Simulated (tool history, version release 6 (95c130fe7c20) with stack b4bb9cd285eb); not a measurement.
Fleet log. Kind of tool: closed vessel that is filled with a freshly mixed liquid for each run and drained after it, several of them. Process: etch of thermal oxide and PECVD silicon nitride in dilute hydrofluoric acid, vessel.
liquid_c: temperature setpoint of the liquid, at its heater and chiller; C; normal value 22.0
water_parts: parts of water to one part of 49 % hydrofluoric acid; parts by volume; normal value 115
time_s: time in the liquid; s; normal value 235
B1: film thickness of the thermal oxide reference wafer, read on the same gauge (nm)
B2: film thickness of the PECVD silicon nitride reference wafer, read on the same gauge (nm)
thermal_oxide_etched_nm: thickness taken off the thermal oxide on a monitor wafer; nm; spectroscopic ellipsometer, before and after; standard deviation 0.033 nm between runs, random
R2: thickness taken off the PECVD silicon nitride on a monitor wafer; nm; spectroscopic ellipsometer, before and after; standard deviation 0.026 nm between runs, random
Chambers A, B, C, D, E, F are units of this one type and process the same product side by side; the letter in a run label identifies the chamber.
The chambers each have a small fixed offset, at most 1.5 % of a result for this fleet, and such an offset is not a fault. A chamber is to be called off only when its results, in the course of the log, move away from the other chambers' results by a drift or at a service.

{"run": "1E", "hour": 8.0, "liquid_c": 22.0, "water_parts": 115, "time_s": 235, "B1": 89.987, "B2": 150.04, "thermal_oxide_etched_nm": 8.6863, "R2": 5.8171}
{"run": "2B", "hour": 12.0, "liquid_c": 22.0, "water_parts": 115, "time_s": 235, "B1": 89.993, "B2": 150.0, "thermal_oxide_etched_nm": 8.6799, "R2": 5.682}
{"run": "3F", "hour": 20.1, "liquid_c": 22.0, "water_parts": 115, "time_s": 235, "B1": 90.002, "B2": 149.95, "thermal_oxide_etched_nm": 8.714, "R2": 5.8698}
{"run": "4A", "hour": 24.3, "liquid_c": 22.0, "water_parts": 115, "time_s": 235, "B1": 89.995, "B2": 150.04, "thermal_oxide_etched_nm": 8.6453, "R2": 5.7639}
{"run": "5D", "hour": 28.8, "liquid_c": 22.0, "water_parts": 115, "time_s": 235, "B1": 90.011, "B2": 149.98, "thermal_oxide_etched_nm": 8.7726, "R2": 5.7597}
{"run": "6C", "hour": 37.6, "liquid_c": 22.0, "water_parts": 115, "time_s": 235, "B1": 90.007, "B2": 150.03, "thermal_oxide_etched_nm": 8.6226, "R2": 5.8228}
{"run": "7A", "hour": 44.6, "liquid_c": 22.0, "water_parts": 115, "time_s": 235, "B1": 89.996, "B2": 149.99, "thermal_oxide_etched_nm": 8.6538, "R2": 5.7425}
{"run": "8D", "hour": 53.0, "liquid_c": 22.0, "water_parts": 115, "time_s": 235, "B1": 90.01, "B2": 149.98, "thermal_oxide_etched_nm": 8.6751, "R2": 5.7998}
{"run": "9B", "hour": 59.7, "liquid_c": 22.0, "water_parts": 115, "time_s": 235, "B1": 90.0, "B2": 150.04, "thermal_oxide_etched_nm": 8.6642, "R2": 5.6777}
{"run": "10F", "hour": 64.7, "liquid_c": 22.0, "water_parts": 115, "time_s": 235, "B1": 90.002, "B2": 149.99, "thermal_oxide_etched_nm": 8.72, "R2": 5.7758}
{"run": "11C", "hour": 70.1, "liquid_c": 22.0, "water_parts": 115, "time_s": 235, "B1": 89.992, "B2": 149.99, "thermal_oxide_etched_nm": 8.5927, "R2": 5.773}
{"run": "12E", "hour": 74.7, "liquid_c": 22.0, "water_parts": 115, "time_s": 235, "B1": 89.991, "B2": 150.0, "thermal_oxide_etched_nm": 8.6605, "R2": 5.7224}
{"run": "13C", "hour": 81.4, "liquid_c": 22.0, "water_parts": 115, "time_s": 235, "B1": 89.99, "B2": 150.03, "thermal_oxide_etched_nm": 8.5494, "R2": 5.7976}
{"hour": 83.9, "done": "chamber C: thermometer replaced"}
{"run": "14F", "hour": 85.7, "liquid_c": 22.0, "water_parts": 115, "time_s": 235, "B1": 90.0, "B2": 149.99, "thermal_oxide_etched_nm": 8.6576, "R2": 5.8084}
{"hour": 86.1, "done": "chamber A: hydrofluoric acid flow meter replaced"}
{"run": "15D", "hour": 89.6, "liquid_c": 22.0, "water_parts": 115, "time_s": 235, "B1": 89.995, "B2": 150.0, "thermal_oxide_etched_nm": 8.7192, "R2": 5.7116}
{"run": "16B", "hour": 95.7, "liquid_c": 22.0, "water_parts": 115, "time_s": 235, "B1": 90.007, "B2": 150.0, "thermal_oxide_etched_nm": 8.6287, "R2": 5.7386}
{"run": "17E", "hour": 101.4, "liquid_c": 20.5, "water_parts": 135, "time_s": 235, "B1": 90.013, "B2": 150.01, "thermal_oxide_etched_nm": 6.7901, "R2": 4.4477}
{"run": "18A", "hour": 110.1, "liquid_c": 20.5, "water_parts": 135, "time_s": 235, "B1": 89.995, "B2": 149.98, "thermal_oxide_etched_nm": 6.838, "R2": 4.4408}
{"run": "19C", "hour": 114.9, "liquid_c": 20.5, "water_parts": 135, "time_s": 235, "B1": 90.012, "B2": 149.97, "thermal_oxide_etched_nm": 6.7511, "R2": 4.4747}
{"run": "20F", "hour": 120.0, "liquid_c": 20.5, "water_parts": 135, "time_s": 235, "B1": 90.002, "B2": 150.04, "thermal_oxide_etched_nm": 6.844, "R2": 4.5018}
{"run": "21E", "hour": 128.1, "liquid_c": 20.5, "water_parts": 135, "time_s": 235, "B1": 90.006, "B2": 150.01, "thermal_oxide_etched_nm": 6.7893, "R2": 4.4662}
{"run": "22D", "hour": 136.7, "liquid_c": 20.5, "water_parts": 135, "time_s": 235, "B1": 90.009, "B2": 150.02, "thermal_oxide_etched_nm": 6.8065, "R2": 4.4172}
{"run": "23B", "hour": 141.6, "liquid_c": 25.5, "water_parts": 115, "time_s": 235, "B1": 90.016, "B2": 149.99, "thermal_oxide_etched_nm": 9.924, "R2": 7.198}
{"run": "24A", "hour": 150.0, "liquid_c": 25.5, "water_parts": 115, "time_s": 235, "B1": 90.006, "B2": 150.01, "thermal_oxide_etched_nm": 9.9686, "R2": 7.2102}
{"run": "25C", "hour": 156.0, "liquid_c": 25.5, "water_parts": 115, "time_s": 235, "B1": 90.01, "B2": 149.97, "thermal_oxide_etched_nm": 9.8435, "R2": 7.3102}
{"run": "26D", "hour": 161.0, "liquid_c": 25.5, "water_parts": 115, "time_s": 235, "B1": 89.987, "B2": 149.97, "thermal_oxide_etched_nm": 9.9996, "R2": 7.2636}
{"run": "27F", "hour": 169.2, "liquid_c": 25.5, "water_parts": 115, "time_s": 235, "B1": 90.004, "B2": 150.0, "thermal_oxide_etched_nm": 10.006, "R2": 7.3556}
{"run": "28E", "hour": 174.9, "liquid_c": 25.5, "water_parts": 115, "time_s": 235, "B1": 89.989, "B2": 149.99, "thermal_oxide_etched_nm": 9.8909, "R2": 7.2981}
{"run": "29A", "hour": 179.2, "liquid_c": 22.0, "water_parts": 115, "time_s": 235, "B1": 90.003, "B2": 150.01, "thermal_oxide_etched_nm": 8.6925, "R2": 5.7521}
{"run": "30B", "hour": 184.5, "liquid_c": 22.0, "water_parts": 115, "time_s": 235, "B1": 89.996, "B2": 150.0, "thermal_oxide_etched_nm": 8.5793, "R2": 5.7086}
{"run": "31D", "hour": 191.0, "liquid_c": 22.0, "water_parts": 150, "time_s": 370, "B1": 90.016, "B2": 150.02, "thermal_oxide_etched_nm": 10.051, "R2": 6.9909}
{"run": "32F", "hour": 196.3, "liquid_c": 22.0, "water_parts": 150, "time_s": 370, "B1": 89.992, "B2": 150.02, "thermal_oxide_etched_nm": 10.104, "R2": 7.0331}
{"run": "33C", "hour": 203.0, "liquid_c": 22.0, "water_parts": 150, "time_s": 370, "B1": 89.995, "B2": 149.97, "thermal_oxide_etched_nm": 10.014, "R2": 7.0624}
{"run": "34E", "hour": 209.9, "liquid_c": 22.0, "water_parts": 150, "time_s": 370, "B1": 90.008, "B2": 150.0, "thermal_oxide_etched_nm": 10.008, "R2": 6.9992}
{"hour": 215.6, "done": "chamber A: thermometer replaced"}
{"run": "35A", "hour": 217.6, "liquid_c": 22.0, "water_parts": 150, "time_s": 370, "B1": 90.01, "B2": 149.97, "thermal_oxide_etched_nm": 10.022, "R2": 6.9047}
{"run": "36B", "hour": 224.0, "liquid_c": 22.0, "water_parts": 150, "time_s": 370, "B1": 89.991, "B2": 149.99, "thermal_oxide_etched_nm": 10.075, "R2": 6.9128}
{"run": "37D", "hour": 231.4, "liquid_c": 22.0, "water_parts": 115, "time_s": 235, "B1": 89.991, "B2": 150.02, "thermal_oxide_etched_nm": 8.7094, "R2": 5.7683}
{"hour": 235.4, "done": "chamber E: hydrofluoric acid flow meter replaced"}
{"run": "38F", "hour": 238.6, "liquid_c": 22.0, "water_parts": 115, "time_s": 235, "B1": 90.004, "B2": 149.98, "thermal_oxide_etched_nm": 8.6774, "R2": 5.7535}
{"hour": 239.1, "done": "chamber B: hydrofluoric acid flow meter replaced"}
{"hour": 245.3, "done": "chamber F: thermometer replaced"}
{"run": "39E", "hour": 247.1, "liquid_c": 22.0, "water_parts": 115, "time_s": 235, "B1": 90.017, "B2": 150.02, "thermal_oxide_etched_nm": 8.6769, "R2": 5.7928}
{"run": "40B", "hour": 253.7, "liquid_c": 22.0, "water_parts": 115, "time_s": 235, "B1": 90.0, "B2": 150.02, "thermal_oxide_etched_nm": 8.6756, "R2": 5.7762}
{"run": "41C", "hour": 262.2, "liquid_c": 22.0, "water_parts": 115, "time_s": 235, "B1": 89.985, "B2": 149.99, "thermal_oxide_etched_nm": 8.5845, "R2": 5.7806}
{"hour": 263.1, "done": "chamber F: hydrofluoric acid flow meter replaced"}
{"run": "42A", "hour": 269.1, "liquid_c": 22.0, "water_parts": 115, "time_s": 235, "B1": 90.007, "B2": 149.99, "thermal_oxide_etched_nm": 8.67, "R2": 5.7299}
{"run": "43F", "hour": 273.0, "liquid_c": 22.0, "water_parts": 115, "time_s": 235, "B1": 89.995, "B2": 149.99, "thermal_oxide_etched_nm": 8.7233, "R2": 5.7392}

Does one chamber stand apart from the rest, does the shared gauge drift, or is all well apart from small per-chamber offsets? Give the chamber and the most likely cause, where there is one.

All chambers stay in line apart from their small fixed offsets, and the gauge does not drift.
